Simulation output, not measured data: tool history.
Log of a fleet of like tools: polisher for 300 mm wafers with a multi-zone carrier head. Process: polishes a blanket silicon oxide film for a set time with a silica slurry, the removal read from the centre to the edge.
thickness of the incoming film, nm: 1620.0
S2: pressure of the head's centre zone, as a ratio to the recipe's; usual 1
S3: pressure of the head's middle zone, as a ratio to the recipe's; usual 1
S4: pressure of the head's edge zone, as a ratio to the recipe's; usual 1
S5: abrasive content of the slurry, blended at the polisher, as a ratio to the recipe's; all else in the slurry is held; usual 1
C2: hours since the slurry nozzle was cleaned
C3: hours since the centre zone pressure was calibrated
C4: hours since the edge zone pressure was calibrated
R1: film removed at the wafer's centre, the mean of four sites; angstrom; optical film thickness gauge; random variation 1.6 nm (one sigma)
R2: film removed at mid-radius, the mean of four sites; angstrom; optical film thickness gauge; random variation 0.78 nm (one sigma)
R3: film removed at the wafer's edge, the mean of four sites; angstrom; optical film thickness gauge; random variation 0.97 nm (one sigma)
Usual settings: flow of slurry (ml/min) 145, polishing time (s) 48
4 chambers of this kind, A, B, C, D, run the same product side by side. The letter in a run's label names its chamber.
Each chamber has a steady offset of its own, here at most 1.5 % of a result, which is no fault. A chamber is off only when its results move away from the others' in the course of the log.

-- hour=1.6 chamber B: worn pad replaced by a new one
run 1B hour=4.2 | flow_of_slurry_(ml/min)=145 S2=1 S3=1 S4=1 S5=1 polishing_time_(s)=48 | wafers_polished_on_this_pad=24 C2=419.5 C3=73.3 C4=826.8 | R1=1167.8 R2=1166.9 R3=1153.6
run 2C hour=11.5 | flow_of_slurry_(ml/min)=145 S2=1 S3=1 S4=1 S5=1 polishing_time_(s)=48 | wafers_polished_on_this_pad=424 C2=343.7 C3=103.3 C4=424.5 | R1=1175.4 R2=1192.3 R3=1142.6
run 3D hour=18.6 | flow_of_slurry_(ml/min)=145 S2=1 S3=1 S4=1 S5=1 polishing_time_(s)=48 | wafers_polished_on_this_pad=398 C2=352.1 C3=464.7 C4=287.8 | R1=1190.4 R2=1162.9 R3=1199.4
run 4A hour=24.1 | flow_of_slurry_(ml/min)=145 S2=1 S3=1 S4=1 S5=1 polishing_time_(s)=48 | wafers_polished_on_this_pad=287 C2=498.8 C3=491 C4=698.1 | R1=1176.7 R2=1165.7 R3=1166.1
run 5D hour=29.9 | flow_of_slurry_(ml/min)=145 S2=1 S3=1 S4=1 S5=1 polishing_time_(s)=48 | wafers_polished_on_this_pad=503 C2=363.4 C3=476 C4=299.1 | R1=1157 R2=1174.2 R3=1189.5
run 6C hour=35.6 | flow_of_slurry_(ml/min)=145 S2=1 S3=1 S4=1 S5=1.3 polishing_time_(s)=48 | wafers_polished_on_this_pad=648 C2=367.8 C3=127.4 C4=448.6 | R1=1342.4 R2=1305.3 R3=1314
run 7B hour=42.5 | flow_of_slurry_(ml/min)=145 S2=1 S3=1 S4=1 S5=1.3 polishing_time_(s)=48 | wafers_polished_on_this_pad=380 C2=457.8 C3=111.6 C4=865.1 | R1=1316.9 R2=1320.5 R3=1290.3
-- hour=42.8 chamber A: worn pad replaced by a new one
-- hour=43.9 chamber D: worn pad replaced by a new one
run 8A hour=45.9 | flow_of_slurry_(ml/min)=145 S2=1 S3=1 S4=1 S5=1.3 polishing_time_(s)=48 | wafers_polished_on_this_pad=28 C2=520.6 C3=512.8 C4=719.9 | R1=1313.3 R2=1302.9 R3=1277.6
run 9A hour=52 | flow_of_slurry_(ml/min)=145 S2=1 S3=1 S4=1 S5=1.3 polishing_time_(s)=48 | wafers_polished_on_this_pad=85 C2=526.7 C3=518.9 C4=726 | R1=1308.3 R2=1303.8 R3=1302.1
run 10C hour=58.1 | flow_of_slurry_(ml/min)=145 S2=1 S3=1 S4=1 S5=1 polishing_time_(s)=48 | wafers_polished_on_this_pad=857 C2=390.3 C3=149.9 C4=471.1 | R1=1155.4 R2=1175.7 R3=1173
-- hour=62.4 chamber D: centre zone pressure recalibrated
-- hour=62.4 chamber C: worn pad replaced by a new one
run 11D hour=64.5 | flow_of_slurry_(ml/min)=145 S2=1 S3=1 S4=1 S5=1 polishing_time_(s)=48 | wafers_polished_on_this_pad=191 C2=398 C3=2.1 C4=333.7 | R1=1278.4 R2=1179.6 R3=1207
run 12B hour=71.7 | flow_of_slurry_(ml/min)=145 S2=1 S3=1 S4=1 S5=1 polishing_time_(s)=48 | wafers_polished_on_this_pad=651 C2=487 C3=140.8 C4=894.3 | R1=1213.7 R2=1174.7 R3=1148.8
run 13C hour=79.4 | flow_of_slurry_(ml/min)=145 S2=1 S3=1 S4=1 S5=1 polishing_time_(s)=48 | wafers_polished_on_this_pad=158 C2=411.6 C3=171.2 C4=492.4 | R1=1155.9 R2=1188.3 R3=1167.5
run 14B hour=84.2 | flow_of_slurry_(ml/min)=145 S2=1 S3=1 S4=1 S5=1 polishing_time_(s)=32 | wafers_polished_on_this_pad=767 C2=499.5 C3=153.3 C4=906.8 | R1=760.64 R2=787.69 R3=779.72
run 15D hour=91 | flow_of_slurry_(ml/min)=145 S2=1 S3=1 S4=1 S5=1 polishing_time_(s)=32 | wafers_polished_on_this_pad=437 C2=424.5 C3=28.6 C4=360.2 | R1=840.84 R2=785.14 R3=800.71
run 16A hour=96.6 | flow_of_slurry_(ml/min)=145 S2=1 S3=1 S4=1 S5=1 polishing_time_(s)=32 | wafers_polished_on_this_pad=499 C2=571.3 C3=563.5 C4=770.6 | R1=783.01 R2=777.45 R3=763.68
run 17A hour=101.2 | flow_of_slurry_(ml/min)=145 S2=1 S3=1 S4=1 S5=1 polishing_time_(s)=32 | wafers_polished_on_this_pad=542 C2=575.9 C3=568.1 C4=775.2 | R1=762.52 R2=787.45 R3=769.71
run 18D hour=106.1 | flow_of_slurry_(ml/min)=145 S2=1 S3=1 S4=1 S5=1 polishing_time_(s)=48 | wafers_polished_on_this_pad=578 C2=439.6 C3=43.7 C4=375.3 | R1=1280.5 R2=1158.6 R3=1190.3
-- hour=108.2 chamber A: worn pad replaced by a new one
-- hour=109.9 chamber D: worn pad replaced by a new one
run 19C hour=110.1 | flow_of_slurry_(ml/min)=145 S2=1 S3=1 S4=1 S5=1 polishing_time_(s)=48 | wafers_polished_on_this_pad=443 C2=442.3 C3=201.9 C4=523.1 | R1=1154.5 R2=1191.4 R3=1164.8
run 20B hour=113.8 | flow_of_slurry_(ml/min)=145 S2=1 S3=1 S4=1 S5=1 polishing_time_(s)=48 | wafers_polished_on_this_pad=1042 C2=529.1 C3=182.9 C4=936.4 | R1=1168.5 R2=1173.8 R3=1155.4
-- hour=119.9 chamber B: worn pad replaced by a new one
run 21A hour=120.9 | flow_of_slurry_(ml/min)=145 S2=1 S3=1 S4=1 S5=1 polishing_time_(s)=48 | wafers_polished_on_this_pad=118 C2=595.6 C3=587.8 C4=794.9 | R1=1173.8 R2=1162 R3=1157.4
run 22C hour=126.1 | flow_of_slurry_(ml/min)=145 S2=1 S3=1 S4=1 S5=1 polishing_time_(s)=48 | wafers_polished_on_this_pad=591 C2=458.3 C3=217.9 C4=539.1 | R1=1153.1 R2=1181.3 R3=1157.3
run 23B hour=130.6 | flow_of_slurry_(ml/min)=145 S2=1 S3=1 S4=1 S5=1 polishing_time_(s)=48 | wafers_polished_on_this_pad=99 C2=545.9 C3=199.7 C4=953.2 | R1=1177.7 R2=1182.1 R3=1149.1
run 24D hour=134.8 | flow_of_slurry_(ml/min)=175 S2=1 S3=1 S4=1 S5=1 polishing_time_(s)=48 | wafers_polished_on_this_pad=231 C2=468.3 C3=72.4 C4=404 | R1=1316.1 R2=1214.6 R3=1224.2
-- hour=141.2 chamber A: slurry nozzle cleaned
run 25C hour=142.6 | flow_of_slurry_(ml/min)=175 S2=1 S3=1 S4=1 S5=1 polishing_time_(s)=48 | wafers_polished_on_this_pad=745 C2=474.8 C3=234.4 C4=555.6 | R1=1226.2 R2=1206.5 R3=1197
run 26A hour=146.7 | flow_of_slurry_(ml/min)=175 S2=1 S3=1 S4=1 S5=1 polishing_time_(s)=48 | wafers_polished_on_this_pad=357 C2=5.6 C3=613.6 C4=820.7 | R1=1232.2 R2=1212.5 R3=1205.4
run 27D hour=151.4 | flow_of_slurry_(ml/min)=175 S2=1 S3=1 S4=1 S5=1 polishing_time_(s)=48 | wafers_polished_on_this_pad=385 C2=484.9 C3=89 C4=420.6 | R1=1316.3 R2=1210.6 R3=1208.1

Is one chamber off against the others, does the gauge drift, or is nothing wrong? If a chamber is off, say which, and what the likeliest cause is.

A service left chamber D off against the others.
Cause: centre zone's pressure above its setpoint, % = 7.59.

Here are 4 candidates for chamber D's next run, each the usual settings with a change, their results left as question marks. Which one brings its results back in line with what the others give on the usual settings?
In line means no further than this from the other chambers' mean on the usual settings: R1 55 angstrom; R2 27 angstrom; R3 33 angstrom
run 28D-1 hour=157 | flow_of_slurry_(ml/min)=140 S2=0.89 S3=1.05 S4=1.02 S5=1 polishing_time_(s)=46 | R1=? R2=? R3=?
run 28D-2 hour=157 | flow_of_slurry_(ml/min)=150 S2=1.06 S3=0.97 S4=0.99 S5=1 polishing_time_(s)=49 | R1=? R2=? R3=?
run 28D-3 hour=157 | flow_of_slurry_(ml/min)=140 S2=0.94 S3=1.03 S4=1.01 S5=1 polishing_time_(s)=47 | R1=? R2=? R3=?
run 28D-4 hour=157 | flow_of_slurry_(ml/min)=150 S2=1.11 S3=0.95 S4=0.98 S5=1 polishing_time_(s)=50 | R1=? R2=? R3=?

The other chambers' mean on the usual settings: R1 1168.7 angstrom; R2 1175 angstrom; R3 1162.2 angstrom
run=28D-1 R1=1059.2 R2=1173.2 R3=1138.8
run=28D-2 R1=1383.4 R2=1175.7 R3=1207.2
run=28D-3 R1=1148.3 R2=1177.1 R3=1157.8
run=28D-4 R1=1483 R2=1176.5 R3=1225.6
28D-3 brings the chamber back in line.

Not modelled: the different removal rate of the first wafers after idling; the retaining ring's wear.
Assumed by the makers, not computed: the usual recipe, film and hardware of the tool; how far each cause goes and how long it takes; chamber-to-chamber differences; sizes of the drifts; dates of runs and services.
